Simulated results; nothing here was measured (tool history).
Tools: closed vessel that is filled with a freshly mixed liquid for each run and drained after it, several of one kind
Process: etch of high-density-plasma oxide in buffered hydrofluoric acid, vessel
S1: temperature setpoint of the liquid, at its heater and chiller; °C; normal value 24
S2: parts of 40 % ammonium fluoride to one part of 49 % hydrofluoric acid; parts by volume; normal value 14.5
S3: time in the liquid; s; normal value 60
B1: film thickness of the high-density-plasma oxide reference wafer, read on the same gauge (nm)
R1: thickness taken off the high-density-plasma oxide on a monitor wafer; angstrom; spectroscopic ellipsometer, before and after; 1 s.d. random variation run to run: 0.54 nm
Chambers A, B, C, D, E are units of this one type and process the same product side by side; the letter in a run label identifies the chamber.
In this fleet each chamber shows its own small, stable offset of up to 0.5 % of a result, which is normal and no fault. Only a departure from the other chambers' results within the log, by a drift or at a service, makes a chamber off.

run	day	S1	S2	S3	B1	R1
1D	0.267	24	14.5	60	100.03	562.48
2E	0.446	24	14.5	60	100.05	564.81
3B	0.629	24	14.5	60	99.992	577.98
4C	0.783	24	14.5	60	100.04	571.04
5A	1.008	24	14.5	60	100	570.51
6D	1.217	24	14.5	60	99.993	578.87
7E	1.492	24	14.5	60	99.969	575.47
8B	1.75	24	14.5	60	99.998	565.92
9C	2.021	24	14.5	60	99.969	566.94
10A	2.262	24	14.5	60	100	560.3
11D	2.517	24	14.5	60	99.968	577.89
12A	2.792	24	14.5	60	99.986	564.48
13B	3.062	24	14.5	60	99.986	568.6
14E	3.329	24	14.5	70	99.984	660.85
15C	3.479	24	14.5	70	99.997	670.29
16C	3.621	24	14.5	70	99.979	668.93
17B	3.754	24	14.5	70	100	669.65
18A	4.038	24	14.5	70	99.986	658.95
19D	4.179	24	14.5	30	100.01	291.51
20E	4.367	24	14.5	30	99.975	280.61
21E	4.538	24	14.5	30	100.03	282.04
22C	4.758	24	14.5	30	99.982	299.15
# day 4.842: chamber D: hydrofluoric acid flow meter replaced
23B	5.021	24	14.5	30	100.03	287.94
24A	5.271	24	14.5	60	100.02	564.96
25D	5.554	24	14.5	30	99.993	288.95
26B	5.812	24	14.5	30	99.965	285.23
27D	5.954	24	14.5	30	100	285.1
28A	6.221	24	14.5	30	100.03	290.45
29C	6.371	24	14.5	30	100.01	304.55
30E	6.542	24	14.5	60	100.03	574.92
31B	6.733	24	14.5	60	99.987	570.5
32E	6.921	24	14.5	60	100.01	571.35
33A	7.079	24	14.5	60	100	568.62
34D	7.362	24	14.5	60	99.978	581.15
35C	7.633	24	14.5	60	100.03	620.56
36C	7.754	24	14.5	60	100.02	614.01
37E	8.008	24	14.5	60	100.02	557.88
38B	8.183	24	14.5	60	99.977	568.81

Has any chamber moved away from the others, gradually or after a service, or does the common gauge drift, or do the chambers differ only by their own small steady offsets? State the chamber and the most likely cause if one applies.

Chamber C drifts away from the others.
Most likely cause: hydrofluoric acid flow above the setpoint (%) = 10.2.
The log might look much the same if the cause were instead: liquid hotter than its thermometer reads (K).

Which of the 4 candidates below, each the usual settings with something changed and its results left as question marks, puts chamber C back in line with what the other chambers give on the usual settings?
In line here means within this much of the mean the other chambers give on the usual settings: R1 19 angstrom
39C-1	8.388	24	14.5	50		?
39C-2	8.388	24	14.5	65		?
39C-3	8.388	23.5	15.5	60		?
39C-4	8.388	24.5	13.5	65		?

Usual-settings mean across the other chambers: R1 570.73 angstrom
run	R1
39C-1	522.64
39C-2	679.43
39C-3	571.72
39C-4	748.51
Change 39C-3 lands the chamber within the allowed miss of the other chambers.
